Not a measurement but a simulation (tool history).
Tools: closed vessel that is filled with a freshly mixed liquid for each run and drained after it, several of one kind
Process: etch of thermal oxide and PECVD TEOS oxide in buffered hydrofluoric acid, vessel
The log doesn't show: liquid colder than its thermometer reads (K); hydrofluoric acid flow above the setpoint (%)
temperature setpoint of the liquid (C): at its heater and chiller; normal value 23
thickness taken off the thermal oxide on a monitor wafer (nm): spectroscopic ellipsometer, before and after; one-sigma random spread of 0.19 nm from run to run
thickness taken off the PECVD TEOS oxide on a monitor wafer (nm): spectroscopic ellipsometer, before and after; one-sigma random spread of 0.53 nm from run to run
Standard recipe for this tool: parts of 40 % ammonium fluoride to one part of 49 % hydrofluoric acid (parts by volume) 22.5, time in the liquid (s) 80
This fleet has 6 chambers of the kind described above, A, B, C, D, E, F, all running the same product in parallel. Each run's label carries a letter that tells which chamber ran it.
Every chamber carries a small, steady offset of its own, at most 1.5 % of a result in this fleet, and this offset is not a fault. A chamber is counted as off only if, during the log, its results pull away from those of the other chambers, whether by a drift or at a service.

| run | day | temperature setpoint of the liquid (C) | parts of 40 % ammonium fluoride to one part of 49 % hydrofluoric acid (parts by volume) | time in the liquid (s) | hours since the thermometer was replaced | hours since the hydrofluoric acid flow meter was replaced | read-back film thickness of the thermal oxide reference wafer, read on the same gauge (nm) | read-back film thickness of the PECVD TEOS oxide reference wafer, read on the same gauge (nm) | thickness taken off the thermal oxide on a monitor wafer (nm) | thickness taken off the PECVD TEOS oxide on a monitor wafer (nm) |
|---|---|---|---|---|---|---|---|---|---|---|
| 1A | 0.25 | 23 | 22.5 | 80 | 1037.8 | 296.3 | 90.01 | 100.01 | 41.639 | 74.403 |
| 2B | 0.662 | 23 | 22.5 | 80 | 1013.6 | 955.9 | 89.967 | 100.02 | 41.458 | 72.763 |
| 3C | 1.062 | 23 | 22.5 | 80 | 813.9 | 1419.8 | 89.983 | 100.01 | 40.511 | 72.927 |
| 4F | 1.342 | 23 | 22.5 | 80 | 2280.5 | 49.9 | 89.985 | 99.988 | 41.154 | 72.979 |
| 5D | 1.567 | 23 | 22.5 | 80 | 1363.8 | 2265.3 | 90.008 | 99.996 | 41.625 | 72.748 |
| 6E | 1.771 | 23 | 22.5 | 80 | 1882.7 | 137.7 | 90.034 | 99.997 | 41.357 | 72.565 |
| 7D | 2.162 | 23 | 22.5 | 80 | 1378.1 | 2279.6 | 90.009 | 99.971 | 41.476 | 73.497 |
| 8C | 2.383 | 23 | 22.5 | 80 | 845.6 | 1451.5 | 89.999 | 100.01 | 40.856 | 73.268 |
| 9B | 2.608 | 23 | 22.5 | 80 | 1060.3 | 1002.6 | 90.035 | 100.01 | 41.276 | 72.413 |
| 10E | 2.925 | 23 | 22.5 | 80 | 1910.4 | 165.4 | 89.98 | 100.02 | 41.168 | 72.371 |
| 11F | 3.242 | 23 | 22.5 | 80 | 2326.1 | 95.5 | 90.031 | 99.994 | 41.223 | 73.056 |
| 12A | 3.629 | 23 | 22.5 | 80 | 1118.9 | 377.4 | 89.991 | 99.988 | 41.441 | 73.531 |
| 13E | 3.938 | 23 | 22.5 | 80 | 1934.7 | 189.7 | 89.998 | 99.993 | 41.074 | 72.292 |
| 14F | 4.171 | 24.5 | 15 | 80 | 2348.4 | 117.8 | 90.01 | 99.996 | 63.778 | 114.3 |
| 15D | 4.567 | 24.5 | 15 | 80 | 1435.8 | 2337.3 | 89.984 | 100.01 | 64.577 | 114.02 |
| 16A | 4.858 | 24.5 | 15 | 80 | 1148.4 | 406.9 | 90.007 | 99.981 | 64.931 | 114.99 |
| 17C | 5.138 | 24.5 | 15 | 80 | 911.7 | 1517.6 | 90.023 | 100 | 63.361 | 115.05 |
|  | 5.379 | chamber B: hydrofluoric acid flow meter replaced |
| 18B | 5.529 | 24.5 | 15 | 80 | 1130.4 | 3.6 | 90.012 | 100.01 | 64.651 | 113.09 |
| 19C | 5.775 | 24.5 | 15 | 80 | 927 | 1532.9 | 90.026 | 99.993 | 63.698 | 115.39 |
| 20A | 6.183 | 23 | 22.5 | 80 | 1180.2 | 438.7 | 89.981 | 100.01 | 41.517 | 73.14 |
| 21D | 6.362 | 23 | 22.5 | 80 | 1478.9 | 2380.4 | 89.996 | 99.986 | 41.949 | 72.975 |
| 22E | 6.554 | 23 | 22.5 | 80 | 1997.5 | 252.5 | 90.013 | 100.02 | 41.179 | 71.859 |
| 23B | 6.842 | 25 | 22.5 | 80 | 1161.9 | 35.1 | 90.022 | 99.992 | 45.801 | 81.969 |
| 24F | 7.242 | 25 | 22.5 | 80 | 2422.1 | 191.5 | 90.023 | 99.998 | 46.136 | 81.966 |
|  | 7.308 | chamber F: thermometer replaced |
| 25E | 7.617 | 25 | 22.5 | 80 | 2023 | 278 | 90.004 | 100.01 | 45.712 | 79.843 |
| 26B | 7.812 | 25 | 22.5 | 80 | 1185.2 | 58.4 | 90.009 | 100.01 | 46.523 | 82.459 |
| 27C | 8.221 | 25 | 22.5 | 80 | 985.7 | 1591.6 | 90.005 | 99.999 | 45.268 | 80.817 |
| 28D | 8.483 | 25 | 22.5 | 80 | 1529.8 | 2431.3 | 90.032 | 100.01 | 46.396 | 81.605 |
| 29A | 8.896 | 23 | 22.5 | 80 | 1245.3 | 503.8 | 89.985 | 99.987 | 41.845 | 73.222 |
| 30F | 9.162 | 23 | 22.5 | 80 | 44.6 | 237.6 | 89.963 | 99.995 | 41.225 | 73.013 |
| 31A | 9.512 | 23 | 22.5 | 80 | 1260.1 | 518.6 | 90.035 | 100.01 | 41.59 | 73.255 |
| 32E | 9.796 | 23 | 22.5 | 80 | 2075.3 | 330.3 | 89.975 | 99.991 | 41.205 | 72.515 |
| 33B | 9.988 | 21.5 | 30 | 80 | 1237.4 | 110.6 | 90.031 | 100.03 | 31.049 | 54.783 |
| 34C | 10.208 | 21.5 | 30 | 80 | 1033.4 | 1639.3 | 89.944 | 100.03 | 30.457 | 54.688 |
| 35D | 10.592 | 21.5 | 30 | 80 | 1580.4 | 2481.9 | 89.977 | 99.994 | 31.595 | 54.756 |
| 36F | 10.862 | 21.5 | 30 | 80 | 85.4 | 278.4 | 89.996 | 99.975 | 31.225 | 55.698 |
| 37D | 11.183 | 21.5 | 30 | 80 | 1594.6 | 2496.1 | 90.018 | 100 | 31.495 | 54.986 |
| 38E | 11.558 | 21.5 | 30 | 80 | 2117.6 | 372.6 | 90.025 | 100.01 | 31.031 | 54.66 |
| 39A | 11.933 | 23 | 22.5 | 80 | 1318.2 | 576.7 | 89.963 | 100 | 41.61 | 73.841 |
| 40B | 12.308 | 23 | 22.5 | 80 | 1293.1 | 166.3 | 89.996 | 99.989 | 41.18 | 73.621 |
| 41C | 12.496 | 23 | 22.5 | 80 | 1088.3 | 1694.2 | 90.029 | 99.999 | 40.849 | 72.127 |
| 42F | 12.9 | 23 | 22.5 | 80 | 134.3 | 327.3 | 89.998 | 100.01 | 41.541 | 73.523 |

All chambers now run identical settings, listed one chamber a line with results as question marks. What results will each chamber show?
| 43A | 13.2 | 23 | 17.5 | 80 |  |  |  |  | ? | ? |
| 43B | 13.2 | 23 | 17.5 | 80 |  |  |  |  | ? | ? |
| 43C | 13.2 | 23 | 17.5 | 80 |  |  |  |  | ? | ? |
| 43D | 13.2 | 23 | 17.5 | 80 |  |  |  |  | ? | ? |
| 43E | 13.2 | 23 | 17.5 | 80 |  |  |  |  | ? | ? |
| 43F | 13.2 | 23 | 17.5 | 80 |  |  |  |  | ? | ? |

| run | thickness taken off the thermal oxide on a monitor wafer (nm) | thickness taken off the PECVD TEOS oxide on a monitor wafer (nm) |
|---|---|---|
| 43A | 51.37 | 89.737 |
| 43B | 51.112 | 89.501 |
| 43C | 50.778 | 90.597 |
| 43D | 51.786 | 90.525 |
| 43E | 50.356 | 90.563 |
| 43F | 50.988 | 90.918 |
